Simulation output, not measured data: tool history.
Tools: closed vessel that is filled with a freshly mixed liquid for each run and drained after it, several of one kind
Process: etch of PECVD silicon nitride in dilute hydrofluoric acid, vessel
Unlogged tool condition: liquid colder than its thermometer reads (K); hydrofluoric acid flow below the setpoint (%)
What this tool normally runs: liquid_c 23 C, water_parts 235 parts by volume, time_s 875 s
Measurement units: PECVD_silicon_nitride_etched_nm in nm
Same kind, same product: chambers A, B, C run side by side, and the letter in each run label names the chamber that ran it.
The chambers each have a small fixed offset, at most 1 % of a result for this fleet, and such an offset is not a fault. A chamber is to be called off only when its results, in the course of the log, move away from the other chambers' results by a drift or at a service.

run,hour,liquid_c,water_parts,time_s,hours since the thermometer was replaced,hours since the hydrofluoric acid flow meter was replaced,"read-back film thickness of the PECVD silicon nitride reference wafer, read on the same gauge (nm)",PECVD_silicon_nitride_etched_nm
1C,6.8,23,235,875,1174.1,1114.7,89.997,14.597
2A,13.2,23,235,875,1000,508.5,89.983,14.385
3B,21.5,23,235,875,721.4,494.1,89.995,14.818
4B,26.5,23,235,875,726.4,499.1,90,14.505
5C,32.8,23,235,875,1200.1,1140.7,90.009,14.644
6A,39.4,23,235,875,1026.2,534.7,89.968,14.606
7A,43.8,23,235,875,1030.6,539.1,90.005,14.641
# hour 45.9: chamber B: hydrofluoric acid flow meter replaced
8C,47.8,23,235,875,1215.1,1155.7,90.016,14.464
9B,55.9,23,235,875,755.8,10,90.016,14.563
10A,61.1,23,235,875,1047.9,556.4,89.967,14.448
11B,67.4,23,235,875,767.3,21.5,90.01,14.824
12C,76,23,235,875,1243.3,1183.9,90.001,14.53
13A,82.9,28,290,875,1069.7,578.2,90.01,15.851
14C,90.8,28,290,875,1258.1,1198.7,90.004,15.959
15B,97,28,290,875,796.9,51.1,90.008,16.11
16A,104.7,23,235,875,1091.5,600,90.008,14.269
17B,111.3,23,235,875,811.2,65.4,89.995,14.453
18C,119.3,23,235,875,1286.6,1227.2,89.992,14.449
19C,126,23,235,875,1293.3,1233.9,89.993,14.677
20A,134.4,23,235,875,1121.2,629.7,89.997,14.094
21B,141.9,23,235,875,841.8,96,89.998,14.599
22A,146.9,23,235,875,1133.7,642.2,89.999,13.947
23B,151.5,23,235,875,851.4,105.6,89.998,14.72
24C,157.8,23,235,875,1325.1,1265.7,89.98,14.549
25C,161.7,23,235,875,1329,1269.6,89.989,14.68
26B,165.9,23,235,875,865.8,120,89.998,14.539
27A,170.7,23,235,875,1157.5,666,89.987,13.897
28C,177,23,235,875,1344.3,1284.9,89.994,14.32
29B,182.8,23,235,875,882.7,136.9,90.019,14.682
# hour 185.5: chamber A: thermometer replaced
30A,186.7,23,235,1115,1.3,682,90.008,17.526
31A,194.8,23,235,1115,9.4,690.1,89.994,17.512
32C,202.2,23,235,1115,1369.5,1310.1,89.993,18.426
33B,207.7,23,145,1065,907.6,161.8,89.987,28.068
34A,214.9,23,145,1065,29.5,710.2,90.008,26.822
35C,221.1,23,145,1065,1388.4,1329,89.989,28.321
36B,227.9,23,235,875,927.8,182,90.01,14.396
37B,235.8,23,235,875,935.7,189.9,89.984,14.435
38A,242.3,23,235,875,56.9,737.6,89.966,13.273
39C,247,23,235,875,1414.3,1354.9,89.984,14.416
40C,252.1,19.5,140,875,1419.4,1360,89.97,19.006
41A,259.6,19.5,140,875,74.2,754.9,90.015,17.692

One chamber off, gauge drift, or nothing amiss beyond the chambers' own small offsets? If it is a chamber, which one, and what is the likeliest cause?

Little by little, chamber A moves away from the other chambers.
Likeliest cause: hydrofluoric acid flow below the setpoint (%) = 9.19.

Here are 4 candidates for chamber A's next run, each the usual settings with a change, their results left as question marks. Which one brings its results back in line with what the others give on the usual settings?
A result is in line if it is within this distance of the other chambers' mean on the usual settings: PECVD_silicon_nitride_etched_nm 0.41 nm
42A-1,266,23,235,835,,,,?
42A-2,266,21.5,235,875,,,,?
42A-3,266,23,235,915,,,,?
42A-4,266,23.5,220,875,,,,?

Average result of the remaining chambers running the usual settings: PECVD_silicon_nitride_etched_nm 14.59 nm
run,PECVD_silicon_nitride_etched_nm
42A-1,12.659
42A-2,12.062
42A-3,13.872
42A-4,14.621
The right change is 42A-4: it brings the chamber back within the allowed miss of the others.
